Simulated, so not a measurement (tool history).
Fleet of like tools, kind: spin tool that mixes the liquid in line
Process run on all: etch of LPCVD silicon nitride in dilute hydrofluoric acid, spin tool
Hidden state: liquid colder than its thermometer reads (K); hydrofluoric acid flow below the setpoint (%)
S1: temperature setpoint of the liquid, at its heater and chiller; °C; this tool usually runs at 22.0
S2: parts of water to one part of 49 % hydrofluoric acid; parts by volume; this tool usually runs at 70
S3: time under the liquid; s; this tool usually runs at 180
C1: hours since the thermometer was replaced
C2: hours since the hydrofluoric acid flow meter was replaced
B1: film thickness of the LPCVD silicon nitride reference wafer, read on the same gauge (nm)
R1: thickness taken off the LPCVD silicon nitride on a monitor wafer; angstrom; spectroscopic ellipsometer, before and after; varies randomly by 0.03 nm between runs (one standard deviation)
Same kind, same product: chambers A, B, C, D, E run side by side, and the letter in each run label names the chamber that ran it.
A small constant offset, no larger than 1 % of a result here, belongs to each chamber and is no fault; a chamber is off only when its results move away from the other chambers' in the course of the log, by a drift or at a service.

run   hour    S1  S2   S3      C1      C2      B1       R1
 1C    5.7  22.0  70  180  1379.4   459.3  140.00  10.7250
 2A   10.5  22.0  70  180   479.1   950.9  140.00  11.3650
 3D   16.5  22.0  70  180  2100.7  1292.8  140.00  11.0700
 4E   21.8  22.0  70  180   734.4   427.0  140.00  10.8530
 5B   28.9  22.0  70  180   343.1   647.3  140.00  11.1350
 6B   35.4  22.0  70  180   349.6   653.8  139.98  11.1680
 7D   41.9  26.0  70  220  2126.1  1318.2  140.00  17.8900
 8E   46.8  26.0  70  220   759.4   452.0  140.00  18.9580
 9A   50.5  26.0  70  220   519.1   990.9  140.01  18.1080
10C   57.4  26.0  70  220  1431.1   511.0  140.01  17.8900
11C   64.5  26.0  70  220  1438.2   518.1  139.99  18.3530
12E   68.4  18.0  95  180   781.0   473.6  140.00   6.5255
13B   75.1  18.0  95  180   389.3   693.5  140.01   6.2019
14A   80.2  18.0  95  180   548.8  1020.6  140.00   6.0640
15D   85.9  18.0  95  180  2170.1  1362.2  140.01   6.5320
16C   92.5  18.0  95  180  1466.2   546.1  140.00   5.9485
      94.3  -- chamber D: thermometer replaced
17A   97.1  22.0  70  180   565.7  1037.5  140.01  11.7940
18E  101.9  22.0  70  180   814.5   507.1  140.01  11.2780
19B  105.1  22.0  70  180   419.3   723.5  140.00  11.1300
20D  111.2  22.0  70  180    17.0  1387.5  140.02  11.3040
21C  115.3  22.0  70  180  1489.0   568.9  139.98  11.1130
22B  119.9  22.0  70  180   434.1   738.3  139.99  11.0800
23E  126.4  22.0  70  180   839.0   531.6  140.00  11.3060
24A  131.1  22.0  70  180   599.7  1071.5  140.01  11.3990
25D  135.9  22.0  70  180    41.7  1412.2  140.00  11.5420
26B  141.7  22.0  70  180   455.9   760.1  140.00  10.8650
27C  146.2  22.0  70  180  1519.9   599.8  140.00  11.4150
28D  150.1  22.0  70  180    55.9  1426.4  139.99  11.3010
29A  153.6  22.0  70  180   622.2  1094.0  140.00  11.3840
30E  158.4  22.0  70  180   871.0   563.6  140.00  11.4990

Which is it: a chamber that has drifted or been left off by a service, a gauge drift common to all chambers, or only each chamber's usual small offset? If a chamber is off, name it and its likeliest cause.

All chambers stay in line apart from their small fixed offsets, and the gauge does not drift.
